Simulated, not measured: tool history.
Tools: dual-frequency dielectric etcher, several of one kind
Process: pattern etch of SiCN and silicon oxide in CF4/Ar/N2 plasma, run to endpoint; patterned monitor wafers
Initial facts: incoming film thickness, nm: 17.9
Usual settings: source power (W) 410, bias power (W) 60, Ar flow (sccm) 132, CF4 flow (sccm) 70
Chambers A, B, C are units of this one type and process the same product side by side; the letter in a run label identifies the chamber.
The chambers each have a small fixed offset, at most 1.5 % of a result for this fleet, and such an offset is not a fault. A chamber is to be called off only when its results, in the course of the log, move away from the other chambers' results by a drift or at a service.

run 1B hour=7.2 | source_power_(W)=410 bias_power_(W)=60 Ar_flow_(sccm)=132 CF4_flow_(sccm)=70 | endpoint_time_(s)=25.066
run 2A hour=15.3 | source_power_(W)=410 bias_power_(W)=60 Ar_flow_(sccm)=132 CF4_flow_(sccm)=70 | endpoint_time_(s)=24.930
run 3C hour=19.9 | source_power_(W)=410 bias_power_(W)=60 Ar_flow_(sccm)=132 CF4_flow_(sccm)=70 | endpoint_time_(s)=25.218
run 4B hour=25.6 | source_power_(W)=410 bias_power_(W)=60 Ar_flow_(sccm)=132 CF4_flow_(sccm)=70 | endpoint_time_(s)=25.103
run 5A hour=30.7 | source_power_(W)=410 bias_power_(W)=60 Ar_flow_(sccm)=132 CF4_flow_(sccm)=70 | endpoint_time_(s)=25.123
run 6C hour=35.6 | source_power_(W)=410 bias_power_(W)=60 Ar_flow_(sccm)=132 CF4_flow_(sccm)=70 | endpoint_time_(s)=25.456
run 7B hour=41.8 | source_power_(W)=410 bias_power_(W)=60 Ar_flow_(sccm)=132 CF4_flow_(sccm)=70 | endpoint_time_(s)=24.791
-- hour=44.5 chamber A: Ar flow controller replaced
run 8C hour=51.2 | source_power_(W)=410 bias_power_(W)=60 Ar_flow_(sccm)=132 CF4_flow_(sccm)=70 | endpoint_time_(s)=25.435
run 9A hour=61.4 | source_power_(W)=410 bias_power_(W)=60 Ar_flow_(sccm)=132 CF4_flow_(sccm)=70 | endpoint_time_(s)=25.183
run 10B hour=65.9 | source_power_(W)=410 bias_power_(W)=60 Ar_flow_(sccm)=132 CF4_flow_(sccm)=70 | endpoint_time_(s)=24.922
run 11A hour=71.8 | source_power_(W)=410 bias_power_(W)=60 Ar_flow_(sccm)=132 CF4_flow_(sccm)=70 | endpoint_time_(s)=25.003
run 12C hour=79.6 | source_power_(W)=410 bias_power_(W)=60 Ar_flow_(sccm)=132 CF4_flow_(sccm)=70 | endpoint_time_(s)=25.535
run 13B hour=89.7 | source_power_(W)=410 bias_power_(W)=60 Ar_flow_(sccm)=132 CF4_flow_(sccm)=70 | endpoint_time_(s)=24.670
run 14A hour=95.2 | source_power_(W)=410 bias_power_(W)=60 Ar_flow_(sccm)=132 CF4_flow_(sccm)=70 | endpoint_time_(s)=25.026
run 15C hour=99.9 | source_power_(W)=410 bias_power_(W)=60 Ar_flow_(sccm)=132 CF4_flow_(sccm)=70 | endpoint_time_(s)=25.320
run 16B hour=104.6 | source_power_(W)=410 bias_power_(W)=60 Ar_flow_(sccm)=132 CF4_flow_(sccm)=70 | endpoint_time_(s)=24.627
-- hour=108.2 chamber A: wet clean of the chamber
run 17A hour=111.9 | source_power_(W)=410 bias_power_(W)=60 Ar_flow_(sccm)=132 CF4_flow_(sccm)=70 | endpoint_time_(s)=25.116
run 18C hour=117.7 | source_power_(W)=410 bias_power_(W)=60 Ar_flow_(sccm)=132 CF4_flow_(sccm)=70 | endpoint_time_(s)=25.260
run 19C hour=124.5 | source_power_(W)=410 bias_power_(W)=60 Ar_flow_(sccm)=132 CF4_flow_(sccm)=79 | endpoint_time_(s)=25.104
run 20A hour=131.4 | source_power_(W)=410 bias_power_(W)=60 Ar_flow_(sccm)=132 CF4_flow_(sccm)=79 | endpoint_time_(s)=24.579
run 21B hour=140.3 | source_power_(W)=410 bias_power_(W)=60 Ar_flow_(sccm)=132 CF4_flow_(sccm)=79 | endpoint_time_(s)=23.565
run 22C hour=145.4 | source_power_(W)=410 bias_power_(W)=60 Ar_flow_(sccm)=132 CF4_flow_(sccm)=70 | endpoint_time_(s)=25.404
run 23B hour=155.7 | source_power_(W)=410 bias_power_(W)=60 Ar_flow_(sccm)=132 CF4_flow_(sccm)=70 | endpoint_time_(s)=24.094
run 24A hour=162.8 | source_power_(W)=410 bias_power_(W)=46 Ar_flow_(sccm)=132 CF4_flow_(sccm)=62 | endpoint_time_(s)=28.037
run 25A hour=171.6 | source_power_(W)=410 bias_power_(W)=46 Ar_flow_(sccm)=132 CF4_flow_(sccm)=62 | endpoint_time_(s)=28.161
run 26B hour=179.0 | source_power_(W)=410 bias_power_(W)=46 Ar_flow_(sccm)=132 CF4_flow_(sccm)=62 | endpoint_time_(s)=26.785
run 27C hour=188.6 | source_power_(W)=410 bias_power_(W)=67 Ar_flow_(sccm)=153 CF4_flow_(sccm)=70 | endpoint_time_(s)=24.913
run 28C hour=195.6 | source_power_(W)=410 bias_power_(W)=67 Ar_flow_(sccm)=153 CF4_flow_(sccm)=70 | endpoint_time_(s)=24.986
run 29A hour=201.2 | source_power_(W)=410 bias_power_(W)=67 Ar_flow_(sccm)=153 CF4_flow_(sccm)=70 | endpoint_time_(s)=24.916

Each of the 3 chambers runs these same settings next. Fill in every chamber's results:
run 30A hour=208.7 | source_power_(W)=410 bias_power_(W)=60 Ar_flow_(sccm)=132 CF4_flow_(sccm)=70 | endpoint_time_(s)=?
run 30B hour=208.7 | source_power_(W)=410 bias_power_(W)=60 Ar_flow_(sccm)=132 CF4_flow_(sccm)=70 | endpoint_time_(s)=?
run 30C hour=208.7 | source_power_(W)=410 bias_power_(W)=60 Ar_flow_(sccm)=132 CF4_flow_(sccm)=70 | endpoint_time_(s)=?

run=30A endpoint_time_(s)=25.198
run=30B endpoint_time_(s)=23.756
run=30C endpoint_time_(s)=25.267

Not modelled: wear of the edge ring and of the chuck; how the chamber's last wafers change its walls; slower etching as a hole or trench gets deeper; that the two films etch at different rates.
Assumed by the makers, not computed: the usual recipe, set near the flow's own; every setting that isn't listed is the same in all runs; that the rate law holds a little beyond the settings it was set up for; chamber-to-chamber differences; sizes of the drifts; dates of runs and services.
